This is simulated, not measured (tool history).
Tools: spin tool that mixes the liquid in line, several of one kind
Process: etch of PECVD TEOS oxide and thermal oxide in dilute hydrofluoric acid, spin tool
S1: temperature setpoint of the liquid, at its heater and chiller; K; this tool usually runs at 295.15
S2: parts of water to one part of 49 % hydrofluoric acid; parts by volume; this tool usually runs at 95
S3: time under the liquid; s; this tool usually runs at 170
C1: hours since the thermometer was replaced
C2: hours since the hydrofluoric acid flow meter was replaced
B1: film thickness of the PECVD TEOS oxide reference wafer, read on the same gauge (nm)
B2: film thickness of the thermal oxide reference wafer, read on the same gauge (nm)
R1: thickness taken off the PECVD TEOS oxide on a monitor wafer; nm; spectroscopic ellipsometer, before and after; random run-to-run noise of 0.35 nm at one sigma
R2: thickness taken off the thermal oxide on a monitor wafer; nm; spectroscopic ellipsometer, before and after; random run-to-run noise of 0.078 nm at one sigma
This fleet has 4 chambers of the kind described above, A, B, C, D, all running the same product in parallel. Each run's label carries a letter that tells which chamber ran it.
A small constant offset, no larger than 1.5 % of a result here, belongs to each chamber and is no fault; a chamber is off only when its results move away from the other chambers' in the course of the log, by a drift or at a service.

run 1D hour=9.5 | S1=295.15 S2=95 S3=170 | C1=355.8 C2=240.4 | B1=70.042 B2=40.003 | R1=39.661 R2=7.8994
run 2B hour=16.9 | S1=295.15 S2=95 S3=170 | C1=49.2 C2=2128 | B1=70.043 B2=40.021 | R1=40.429 R2=7.8002
run 3A hour=32.2 | S1=295.15 S2=95 S3=170 | C1=209.7 C2=777.1 | B1=69.997 B2=40.001 | R1=40.203 R2=7.6691
run 4C hour=47.4 | S1=295.15 S2=95 S3=170 | C1=2161.1 C2=395.7 | B1=69.987 B2=40.002 | R1=40.978 R2=7.6766
run 5A hour=62 | S1=295.15 S2=95 S3=170 | C1=239.5 C2=806.9 | B1=70.006 B2=39.973 | R1=40.703 R2=7.8647
run 6B hour=70.4 | S1=295.15 S2=95 S3=170 | C1=102.7 C2=2181.5 | B1=70.04 B2=39.995 | R1=40.356 R2=7.9485
run 7D hour=78.9 | S1=295.15 S2=95 S3=170 | C1=425.2 C2=309.8 | B1=70.032 B2=39.994 | R1=40.375 R2=7.8371
run 8C hour=94.2 | S1=295.15 S2=95 S3=170 | C1=2207.9 C2=442.5 | B1=69.997 B2=40.021 | R1=40.27 R2=7.7556
run 9B hour=109.5 | S1=295.15 S2=95 S3=170 | C1=141.8 C2=2220.6 | B1=70.038 B2=40.01 | R1=40.668 R2=8.0093
run 10C hour=124.4 | S1=295.15 S2=80 S3=85 | C1=2238.1 C2=472.7 | B1=69.953 B2=40.006 | R1=24.481 R2=4.6086
run 11D hour=139.9 | S1=295.15 S2=80 S3=85 | C1=486.2 C2=370.8 | B1=69.976 B2=39.978 | R1=24.41 R2=4.673
run 12A hour=147.2 | S1=295.15 S2=80 S3=85 | C1=324.7 C2=892.1 | B1=69.974 B2=39.981 | R1=24.23 R2=4.6569
run 13C hour=157.8 | S1=295.15 S2=80 S3=85 | C1=2271.5 C2=506.1 | B1=70.006 B2=39.984 | R1=24.739 R2=4.6481
run 14B hour=168.8 | S1=295.15 S2=95 S3=170 | C1=201.1 C2=2279.9 | B1=69.973 B2=39.979 | R1=40.291 R2=7.8577
run 15D hour=182.8 | S1=295.15 S2=95 S3=170 | C1=529.1 C2=413.7 | B1=69.994 B2=39.999 | R1=39.735 R2=7.9661
run 16A hour=199.2 | S1=295.15 S2=95 S3=170 | C1=376.7 C2=944.1 | B1=69.984 B2=39.994 | R1=40.584 R2=7.7722
run 17B hour=211.1 | S1=295.15 S2=95 S3=170 | C1=243.4 C2=2322.2 | B1=69.989 B2=39.98 | R1=39.994 R2=7.989
run 18A hour=223 | S1=295.15 S2=95 S3=170 | C1=400.5 C2=967.9 | B1=69.989 B2=39.995 | R1=40.16 R2=7.9592
-- hour=223.6 chamber C: thermometer replaced
run 19C hour=232.6 | S1=295.15 S2=95 S3=170 | C1=9 C2=580.9 | B1=70.017 B2=39.991 | R1=40.923 R2=7.6612
run 20D hour=239.9 | S1=295.15 S2=95 S3=170 | C1=586.2 C2=470.8 | B1=69.933 B2=40.006 | R1=40.79 R2=7.7984
run 21D hour=249.1 | S1=295.15 S2=95 S3=170 | C1=595.4 C2=480 | B1=69.968 B2=39.992 | R1=40.287 R2=7.7651
run 22A hour=259.2 | S1=296.65 S2=95 S3=230 | C1=436.7 C2=1004.1 | B1=70.005 B2=39.98 | R1=58.46 R2=11.049
run 23B hour=267.3 | S1=296.65 S2=95 S3=230 | C1=299.6 C2=2378.4 | B1=70.005 B2=40.024 | R1=59.517 R2=11.335
run 24C hour=276.7 | S1=296.65 S2=95 S3=230 | C1=53.1 C2=625 | B1=70.023 B2=39.986 | R1=57.87 R2=11.18
run 25A hour=290.6 | S1=296.65 S2=95 S3=230 | C1=468.1 C2=1035.5 | B1=70.025 B2=39.999 | R1=58.094 R2=11.16
run 26C hour=298.4 | S1=295.15 S2=95 S3=170 | C1=74.8 C2=646.7 | B1=69.932 B2=39.993 | R1=41.207 R2=7.6027
run 27D hour=307.2 | S1=295.15 S2=95 S3=170 | C1=653.5 C2=538.1 | B1=70.028 B2=39.991 | R1=39.905 R2=7.67
run 28B hour=320.4 | S1=295.15 S2=95 S3=170 | C1=352.7 C2=2431.5 | B1=69.981 B2=39.976 | R1=40.23 R2=7.8623
run 29C hour=330.7 | S1=295.15 S2=95 S3=170 | C1=107.1 C2=679 | B1=70.023 B2=39.999 | R1=40.774 R2=7.764
run 30B hour=339.4 | S1=295.15 S2=95 S3=170 | C1=371.7 C2=2450.5 | B1=69.994 B2=39.996 | R1=40.85 R2=7.7616

Next, every chamber runs the same settings. What will each give?
run 31A hour=351.4 | S1=295.15 S2=95 S3=170 | R1=? R2=?
run 31B hour=351.4 | S1=295.15 S2=95 S3=170 | R1=? R2=?
run 31C hour=351.4 | S1=295.15 S2=95 S3=170 | R1=? R2=?
run 31D hour=351.4 | S1=295.15 S2=95 S3=170 | R1=? R2=?

run=31A R1=40.784 R2=7.8765
run=31B R1=40.444 R2=7.9152
run=31C R1=40.619 R2=7.7494
run=31D R1=40.606 R2=7.7418
